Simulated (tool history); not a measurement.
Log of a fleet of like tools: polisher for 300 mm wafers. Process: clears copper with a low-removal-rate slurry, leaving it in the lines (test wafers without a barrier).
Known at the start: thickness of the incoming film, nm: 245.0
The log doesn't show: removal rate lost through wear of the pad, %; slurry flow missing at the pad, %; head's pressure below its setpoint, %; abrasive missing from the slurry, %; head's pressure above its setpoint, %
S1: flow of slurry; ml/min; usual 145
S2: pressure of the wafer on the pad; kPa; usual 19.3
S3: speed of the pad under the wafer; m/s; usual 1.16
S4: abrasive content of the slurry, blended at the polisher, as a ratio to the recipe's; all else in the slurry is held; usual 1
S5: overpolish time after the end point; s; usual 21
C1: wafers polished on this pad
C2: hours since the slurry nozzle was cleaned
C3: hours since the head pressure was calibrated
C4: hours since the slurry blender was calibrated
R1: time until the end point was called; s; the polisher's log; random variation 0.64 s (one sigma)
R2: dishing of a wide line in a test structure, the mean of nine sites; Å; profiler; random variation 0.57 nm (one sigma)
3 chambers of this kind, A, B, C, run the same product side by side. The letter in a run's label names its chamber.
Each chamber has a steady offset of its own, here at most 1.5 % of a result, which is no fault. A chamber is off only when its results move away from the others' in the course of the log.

run   hour   S1    S2    S3   S4  S5   C1     C2     C3     C4      R1      R2
 1B    8.1  145  19.3  1.16    1  21  125  156.6  312.5  293.4   62.01  470.81
 2A   14.2  145  19.3  1.16    1  21  287  352.1  268.7  272.4  61.825  462.97
 3C   20.6  145  19.3  1.16    1  21  166  157.5  341.3   56.8  60.951   469.2
 4C   31.8  145  19.3  1.16    1  21  256  168.7  352.5     68  62.689  472.67
 5B   42.4  145  19.3  1.16    1  21  400  190.9  346.8  327.7   61.83  457.24
        43  -- chamber C: head pressure recalibrated
 6A   51.9  145  19.3  1.16    1  21  589  389.8  306.4  310.1  61.382  460.57
      54.3  -- chamber A: slurry blender recalibrated
 7C   61.4  145  19.3  1.16    1  21  493  198.3   18.4   97.6  61.344  465.15
 8B   70.8  145  19.3  1.16    1  21  627  219.3  375.2  356.1  63.921  459.26
      72.7  -- chamber B: worn pad replaced by a new one
 9A   80.9  145  19.3  1.16    1  21  822  418.8  335.4   26.6  61.294  461.91
10A   91.8  145  19.3  1.16    1  21  909  429.7  346.3   37.5  61.037  467.51
11C   97.3  145  19.3  1.16    1  21  781  234.2   54.3  133.5   62.46  456.03
12B  106.5  145  19.3  1.16  1.3  21  271    255  410.9  391.8  60.018  474.69
13B  117.7  145  19.3  1.16  1.3  21  361  266.2  422.1    403  60.195  459.09
       123  -- chamber A: worn pad replaced by a new one
14A  126.7  145  19.3  1.16  1.3  21   30  464.6  381.2   72.4  57.915  469.46
     129.4  -- chamber C: worn pad replaced by a new one
15C  135.5  145  19.3  1.16    1  21   49  272.4   92.5  171.7  61.411   465.7
     135.7  -- chamber B: worn pad replaced by a new one
     139.6  -- chamber B: slurry nozzle cleaned
16A  141.1  145  19.3  1.16    1  21  145    479  395.6   86.8  60.417  463.51
17C  146.6  145  19.3  1.16    1  21  138  283.5  103.6  182.8  63.283  468.02
18B  153.1  145  19.3  0.84    1  21  139   13.6  457.5  438.4  88.059  359.48
19A  164.1  145  19.3  0.84    1  21  329    502  418.6  109.8   85.42  367.81
     165.4  -- chamber C: slurry blender recalibrated
20C  173.9  145  19.3  0.84    1  21  357  310.8  130.9    8.6  86.081  367.51
21B  182.3  120  19.3  1.16    1  21  373   42.8  486.7  467.6  68.943  435.81
22C  192.5  120  19.3  1.16    1  21  506  329.4  149.5   27.2  64.466  453.32
23A  202.8  120  19.3  1.16    1  21  639  540.7  457.3  148.5  64.081  448.95
     212.4  -- chamber B: worn pad replaced by a new one
24B  213.4  145  19.3  1.16    1  21    8   73.9  517.8  498.7  66.374   433.8
25C  224.7  185  19.3  1.16    1  21  764  361.6  181.7   59.4  59.561  473.16
26A  235.3  185  19.3  1.16    1  21  900  573.2  489.8    181  58.834  485.72

Next, every chamber runs the same settings. What will each give?
27A  243.5  105  19.3  1.16   1  21                   ?   ?
27B  243.5  105  19.3  1.16   1  21                   ?   ?
27C  243.5  105  19.3  1.16   1  21                   ?   ?

run      R1      R2
27A  65.478  439.04
27B  71.615  420.69
27C   66.47  450.03

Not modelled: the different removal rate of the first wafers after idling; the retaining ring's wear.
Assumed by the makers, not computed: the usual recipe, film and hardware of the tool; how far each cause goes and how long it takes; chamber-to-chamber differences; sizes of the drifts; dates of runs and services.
